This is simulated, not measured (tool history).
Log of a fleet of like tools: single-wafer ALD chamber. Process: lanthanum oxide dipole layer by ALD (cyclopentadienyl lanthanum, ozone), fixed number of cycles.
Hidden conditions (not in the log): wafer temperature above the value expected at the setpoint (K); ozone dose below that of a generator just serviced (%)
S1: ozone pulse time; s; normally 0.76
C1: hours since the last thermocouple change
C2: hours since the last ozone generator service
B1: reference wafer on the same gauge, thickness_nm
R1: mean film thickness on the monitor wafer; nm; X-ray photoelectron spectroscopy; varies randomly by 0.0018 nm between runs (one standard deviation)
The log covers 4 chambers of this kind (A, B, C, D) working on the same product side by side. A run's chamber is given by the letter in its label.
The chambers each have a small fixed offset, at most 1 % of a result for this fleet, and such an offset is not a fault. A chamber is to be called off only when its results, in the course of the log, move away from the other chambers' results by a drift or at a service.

{"run": "1D", "hour": 11.1, "S1": 0.76, "C1": 289.9, "C2": 389.9, "B1": 0.41486, "R1": 0.45379}
{"run": "2C", "hour": 22.0, "S1": 0.76, "C1": 1550.1, "C2": 295.3, "B1": 0.4148, "R1": 0.45009}
{"run": "3A", "hour": 30.8, "S1": 0.76, "C1": 2532.2, "C2": 148.4, "B1": 0.41498, "R1": 0.44796}
{"run": "4B", "hour": 40.7, "S1": 0.76, "C1": 583.6, "C2": 476.9, "B1": 0.41534, "R1": 0.44876}
{"run": "5A", "hour": 52.6, "S1": 0.76, "C1": 2554, "C2": 170.2, "B1": 0.41485, "R1": 0.44822}
{"run": "6D", "hour": 59.8, "S1": 0.76, "C1": 338.6, "C2": 438.6, "B1": 0.41504, "R1": 0.4525}
{"run": "7B", "hour": 69.7, "S1": 0.76, "C1": 612.6, "C2": 505.9, "B1": 0.4149, "R1": 0.44938}
{"run": "8C", "hour": 78.6, "S1": 0.76, "C1": 1606.7, "C2": 351.9, "B1": 0.41504, "R1": 0.45014}
{"run": "9A", "hour": 84.2, "S1": 0.76, "C1": 2585.6, "C2": 201.8, "B1": 0.41462, "R1": 0.45167}
{"run": "10C", "hour": 93.1, "S1": 0.76, "C1": 1621.2, "C2": 366.4, "B1": 0.41499, "R1": 0.44841}
{"run": "11D", "hour": 100.9, "S1": 0.76, "C1": 379.7, "C2": 479.7, "B1": 0.41493, "R1": 0.45256}
{"run": "12B", "hour": 110.3, "S1": 0.76, "C1": 653.2, "C2": 546.5, "B1": 0.41492, "R1": 0.44573}
{"run": "13A", "hour": 118.5, "S1": 0.76, "C1": 2619.9, "C2": 236.1, "B1": 0.41529, "R1": 0.45125}
{"run": "14C", "hour": 126.2, "S1": 0.76, "C1": 1654.3, "C2": 399.5, "B1": 0.41513, "R1": 0.45074}
{"run": "15D", "hour": 132.1, "S1": 0.76, "C1": 410.9, "C2": 510.9, "B1": 0.41524, "R1": 0.45349}
{"run": "16B", "hour": 139.7, "S1": 0.76, "C1": 682.6, "C2": 575.9, "B1": 0.41561, "R1": 0.44362}
{"run": "17A", "hour": 147.6, "S1": 0.87, "C1": 2649, "C2": 265.2, "B1": 0.41469, "R1": 0.47534}
{"run": "18D", "hour": 157.1, "S1": 0.87, "C1": 435.9, "C2": 535.9, "B1": 0.41471, "R1": 0.47787}
{"run": "19C", "hour": 163.0, "S1": 0.87, "C1": 1691.1, "C2": 436.3, "B1": 0.41525, "R1": 0.4734}
{"run": "20B", "hour": 173.2, "S1": 0.87, "C1": 716.1, "C2": 609.4, "B1": 0.41493, "R1": 0.46779}
{"run": "21A", "hour": 183.6, "S1": 0.76, "C1": 2685, "C2": 301.2, "B1": 0.41504, "R1": 0.45033}
{"run": "22C", "hour": 192.6, "S1": 0.76, "C1": 1720.7, "C2": 465.9, "B1": 0.41547, "R1": 0.44764}
{"run": "23D", "hour": 199.3, "S1": 0.76, "C1": 478.1, "C2": 578.1, "B1": 0.41546, "R1": 0.45635}
{"run": "24B", "hour": 208.8, "S1": 0.76, "C1": 751.7, "C2": 645, "B1": 0.41518, "R1": 0.44077}
{"run": "25B", "hour": 217.5, "S1": 1.01, "C1": 760.4, "C2": 653.7, "B1": 0.41493, "R1": 0.49181}
{"run": "26C", "hour": 226.2, "S1": 1.01, "C1": 1754.3, "C2": 499.5, "B1": 0.41495, "R1": 0.50189}
{"hour": 232.2, "done": "chamber D: ozone generator serviced"}
{"run": "27D", "hour": 238.0, "S1": 1.01, "C1": 516.8, "C2": 5.9, "B1": 0.41547, "R1": 0.50483}
{"run": "28A", "hour": 248.0, "S1": 1.01, "C1": 2749.4, "C2": 365.6, "B1": 0.41522, "R1": 0.50338}
{"run": "29B", "hour": 255.1, "S1": 0.76, "C1": 798, "C2": 691.3, "B1": 0.41486, "R1": 0.43722}
{"run": "30D", "hour": 266.3, "S1": 0.76, "C1": 545.1, "C2": 34.2, "B1": 0.41513, "R1": 0.4579}
{"run": "31A", "hour": 272.2, "S1": 0.76, "C1": 2773.6, "C2": 389.8, "B1": 0.41465, "R1": 0.45002}
{"run": "32C", "hour": 278.4, "S1": 0.76, "C1": 1806.5, "C2": 551.7, "B1": 0.41478, "R1": 0.44907}
{"run": "33C", "hour": 286.2, "S1": 0.76, "C1": 1814.3, "C2": 559.5, "B1": 0.41531, "R1": 0.44849}
{"run": "34A", "hour": 292.6, "S1": 0.76, "C1": 2794, "C2": 410.2, "B1": 0.41512, "R1": 0.45247}

Which is it: a chamber that has drifted or been left off by a service, a gauge drift common to all chambers, or only each chamber's usual small offset? If a chamber is off, name it and its likeliest cause.

Chamber B drifts away from the others.
Most likely cause: ozone dose below that of a generator just serviced (%) = 6.5.

Below are 4 candidate recipes for chamber B's next run, each the usual settings with a change, their results shown as question marks. Which of them brings B's results back in line with what the other chambers give on the usual settings?
A result is in line if it is within this distance of the other chambers' mean on the usual settings: R1 0.0062 nm
{"run": "35B-1", "hour": 301.2, "S1": 0.67, "R1": "?"}
{"run": "35B-2", "hour": 301.2, "S1": 0.81, "R1": "?"}
{"run": "35B-3", "hour": 301.2, "S1": 0.87, "R1": "?"}
{"run": "35B-4", "hour": 301.2, "S1": 0.71, "R1": "?"}

On the usual settings, the other chambers give on average: R1 0.45147 nm
run=35B-1 R1=0.41224
run=35B-2 R1=0.44954
run=35B-3 R1=0.4628
run=35B-4 R1=0.4239
Change 35B-2 lands the chamber within the allowed miss of the other chambers.
